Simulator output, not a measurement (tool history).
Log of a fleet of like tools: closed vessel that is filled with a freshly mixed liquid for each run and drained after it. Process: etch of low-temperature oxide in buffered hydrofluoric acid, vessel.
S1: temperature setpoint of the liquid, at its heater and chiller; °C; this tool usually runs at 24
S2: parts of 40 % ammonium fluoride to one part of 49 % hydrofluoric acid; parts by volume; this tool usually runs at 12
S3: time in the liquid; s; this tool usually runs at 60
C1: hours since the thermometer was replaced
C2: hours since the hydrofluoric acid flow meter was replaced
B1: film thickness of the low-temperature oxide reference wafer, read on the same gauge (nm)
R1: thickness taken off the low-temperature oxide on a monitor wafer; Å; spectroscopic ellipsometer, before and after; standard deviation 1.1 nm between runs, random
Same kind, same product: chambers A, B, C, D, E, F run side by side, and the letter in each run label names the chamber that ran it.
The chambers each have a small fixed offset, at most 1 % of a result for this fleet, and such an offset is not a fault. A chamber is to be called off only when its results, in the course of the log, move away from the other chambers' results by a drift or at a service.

{"run": "1A", "day": 0.492, "S1": 24, "S2": 12, "S3": 60, "C1": 64.3, "C2": 1785.6, "B1": 139.99, "R1": 3333.2}
{"run": "2F", "day": 0.975, "S1": 24, "S2": 12, "S3": 60, "C1": 36.4, "C2": 1252.9, "B1": 139.99, "R1": 3351.8}
{"run": "3D", "day": 1.592, "S1": 24, "S2": 12, "S3": 60, "C1": 456.9, "C2": 483.1, "B1": 140.01, "R1": 3342.6}
{"day": 1.779, "done": "chamber A: hydrofluoric acid flow meter replaced"}
{"run": "4B", "day": 2.221, "S1": 24, "S2": 12, "S3": 60, "C1": 600, "C2": 585, "B1": 140.02, "R1": 3311.5}
{"run": "5E", "day": 2.667, "S1": 24, "S2": 13.5, "S3": 70, "C1": 2247.4, "C2": 696.9, "B1": 140.02, "R1": 3457.6}
{"day": 3.042, "done": "chamber B: thermometer replaced"}
{"run": "6C", "day": 3.125, "S1": 24, "S2": 13.5, "S3": 70, "C1": 821.6, "C2": 2156.1, "B1": 140, "R1": 3482.8}
{"run": "7F", "day": 3.542, "S1": 24, "S2": 13.5, "S3": 70, "C1": 98, "C2": 1314.5, "B1": 139.98, "R1": 3460.2}
{"run": "8B", "day": 4.129, "S1": 24, "S2": 13.5, "S3": 70, "C1": 26.2, "C2": 630.8, "B1": 140, "R1": 3464}
{"run": "9E", "day": 4.712, "S1": 24, "S2": 13.5, "S3": 70, "C1": 2296.5, "C2": 746, "B1": 140, "R1": 3449.9}
{"run": "10A", "day": 5.383, "S1": 24, "S2": 13.5, "S3": 70, "C1": 181.7, "C2": 86.5, "B1": 140.01, "R1": 3461.1}
{"run": "11D", "day": 5.692, "S1": 24, "S2": 12, "S3": 60, "C1": 555.3, "C2": 581.5, "B1": 140, "R1": 3335.7}
{"run": "12C", "day": 6.3, "S1": 24, "S2": 12, "S3": 60, "C1": 897.8, "C2": 2232.3, "B1": 140.01, "R1": 3331.5}
{"day": 6.683, "done": "chamber F: hydrofluoric acid flow meter replaced"}
{"run": "13C", "day": 6.733, "S1": 24, "S2": 12, "S3": 60, "C1": 908.2, "C2": 2242.7, "B1": 139.98, "R1": 3332.8}
{"run": "14E", "day": 7.2, "S1": 24, "S2": 12, "S3": 60, "C1": 2356.2, "C2": 805.7, "B1": 140, "R1": 3298.9}
{"run": "15A", "day": 7.558, "S1": 24, "S2": 12, "S3": 60, "C1": 233.9, "C2": 138.7, "B1": 139.99, "R1": 3335.5}
{"run": "16B", "day": 7.929, "S1": 24, "S2": 12, "S3": 60, "C1": 117.4, "C2": 722, "B1": 140.01, "R1": 3313.9}
{"run": "17F", "day": 8.512, "S1": 24, "S2": 12, "S3": 60, "C1": 217.3, "C2": 44, "B1": 140.01, "R1": 3325.3}
{"day": 8.933, "done": "chamber C: hydrofluoric acid flow meter replaced"}
{"run": "18D", "day": 8.967, "S1": 24, "S2": 12, "S3": 60, "C1": 633.9, "C2": 660.1, "B1": 140.01, "R1": 3329.2}
{"run": "19D", "day": 9.408, "S1": 24, "S2": 12, "S3": 60, "C1": 644.5, "C2": 670.7, "B1": 140, "R1": 3340.3}
{"run": "20A", "day": 9.938, "S1": 24, "S2": 12, "S3": 60, "C1": 291, "C2": 195.8, "B1": 139.99, "R1": 3327.9}
{"run": "21C", "day": 10.383, "S1": 24, "S2": 12, "S3": 60, "C1": 995.8, "C2": 34.9, "B1": 140.01, "R1": 3336.8}
{"run": "22E", "day": 10.888, "S1": 24, "S2": 12, "S3": 60, "C1": 2444.7, "C2": 894.2, "B1": 140.01, "R1": 3313.6}
{"run": "23F", "day": 11.517, "S1": 24, "S2": 12, "S3": 60, "C1": 289.4, "C2": 116.1, "B1": 140.01, "R1": 3335.6}
{"run": "24B", "day": 11.95, "S1": 24, "S2": 12, "S3": 60, "C1": 213.9, "C2": 818.5, "B1": 140.01, "R1": 3328.7}
{"run": "25F", "day": 12.329, "S1": 24, "S2": 12, "S3": 60, "C1": 308.9, "C2": 135.6, "B1": 139.99, "R1": 3334.8}
{"run": "26C", "day": 12.921, "S1": 24, "S2": 12, "S3": 60, "C1": 1056.7, "C2": 95.8, "B1": 140, "R1": 3337.9}
{"day": 13.133, "done": "chamber C: thermometer replaced"}
{"run": "27A", "day": 13.504, "S1": 24, "S2": 12, "S3": 60, "C1": 376.6, "C2": 281.4, "B1": 140.01, "R1": 3314.7}
{"run": "28E", "day": 13.942, "S1": 24, "S2": 12, "S3": 60, "C1": 2518, "C2": 967.5, "B1": 140, "R1": 3308.1}
{"run": "29D", "day": 14.321, "S1": 24, "S2": 12, "S3": 60, "C1": 762.4, "C2": 788.6, "B1": 140, "R1": 3336.8}
{"run": "30B", "day": 14.892, "S1": 24, "S2": 12, "S3": 60, "C1": 284.5, "C2": 889.1, "B1": 139.98, "R1": 3311.6}
{"run": "31E", "day": 15.358, "S1": 24, "S2": 12, "S3": 60, "C1": 2552, "C2": 1001.5, "B1": 140.01, "R1": 3297.1}
{"run": "32D", "day": 15.854, "S1": 24, "S2": 12, "S3": 60, "C1": 799.2, "C2": 825.4, "B1": 139.97, "R1": 3336.6}
{"run": "33F", "day": 16.404, "S1": 24, "S2": 12, "S3": 60, "C1": 406.7, "C2": 233.4, "B1": 139.99, "R1": 3339}
{"run": "34C", "day": 16.796, "S1": 24, "S2": 12, "S3": 60, "C1": 87.9, "C2": 188.8, "B1": 139.99, "R1": 3339.5}
{"run": "35B", "day": 17.392, "S1": 22, "S2": 12, "S3": 60, "C1": 344.5, "C2": 949.1, "B1": 139.99, "R1": 2977.7}
{"run": "36A", "day": 17.762, "S1": 22, "S2": 12, "S3": 60, "C1": 478.8, "C2": 383.6, "B1": 140, "R1": 2968.6}
{"run": "37B", "day": 18.262, "S1": 22, "S2": 12, "S3": 60, "C1": 365.4, "C2": 970, "B1": 140.02, "R1": 2980.7}
{"run": "38F", "day": 18.596, "S1": 22, "S2": 12, "S3": 60, "C1": 459.3, "C2": 286, "B1": 139.99, "R1": 2995.8}
{"run": "39C", "day": 19.1, "S1": 22, "S2": 12, "S3": 60, "C1": 143.2, "C2": 244.1, "B1": 139.99, "R1": 2994.5}
{"run": "40D", "day": 19.588, "S1": 22, "S2": 12, "S3": 60, "C1": 888.8, "C2": 915, "B1": 139.99, "R1": 2982.2}
{"run": "41E", "day": 20.196, "S1": 24, "S2": 12, "S3": 60, "C1": 2668.1, "C2": 1117.6, "B1": 140.03, "R1": 3297.8}
{"run": "42A", "day": 20.617, "S1": 24, "S2": 12, "S3": 60, "C1": 547.3, "C2": 452.1, "B1": 140, "R1": 3313.4}

Next, every chamber runs the same settings. What will each give?
{"run": "43A", "day": 21.112, "S1": 24, "S2": 12, "S3": 60, "R1": "?"}
{"run": "43B", "day": 21.112, "S1": 24, "S2": 12, "S3": 60, "R1": "?"}
{"run": "43C", "day": 21.112, "S1": 24, "S2": 12, "S3": 60, "R1": "?"}
{"run": "43D", "day": 21.112, "S1": 24, "S2": 12, "S3": 60, "R1": "?"}
{"run": "43E", "day": 21.112, "S1": 24, "S2": 12, "S3": 60, "R1": "?"}
{"run": "43F", "day": 21.112, "S1": 24, "S2": 12, "S3": 60, "R1": "?"}

run=43A R1=3331.2
run=43B R1=3345.1
run=43C R1=3350.7
run=43D R1=3346.7
run=43E R1=3298.4
run=43F R1=3339.3

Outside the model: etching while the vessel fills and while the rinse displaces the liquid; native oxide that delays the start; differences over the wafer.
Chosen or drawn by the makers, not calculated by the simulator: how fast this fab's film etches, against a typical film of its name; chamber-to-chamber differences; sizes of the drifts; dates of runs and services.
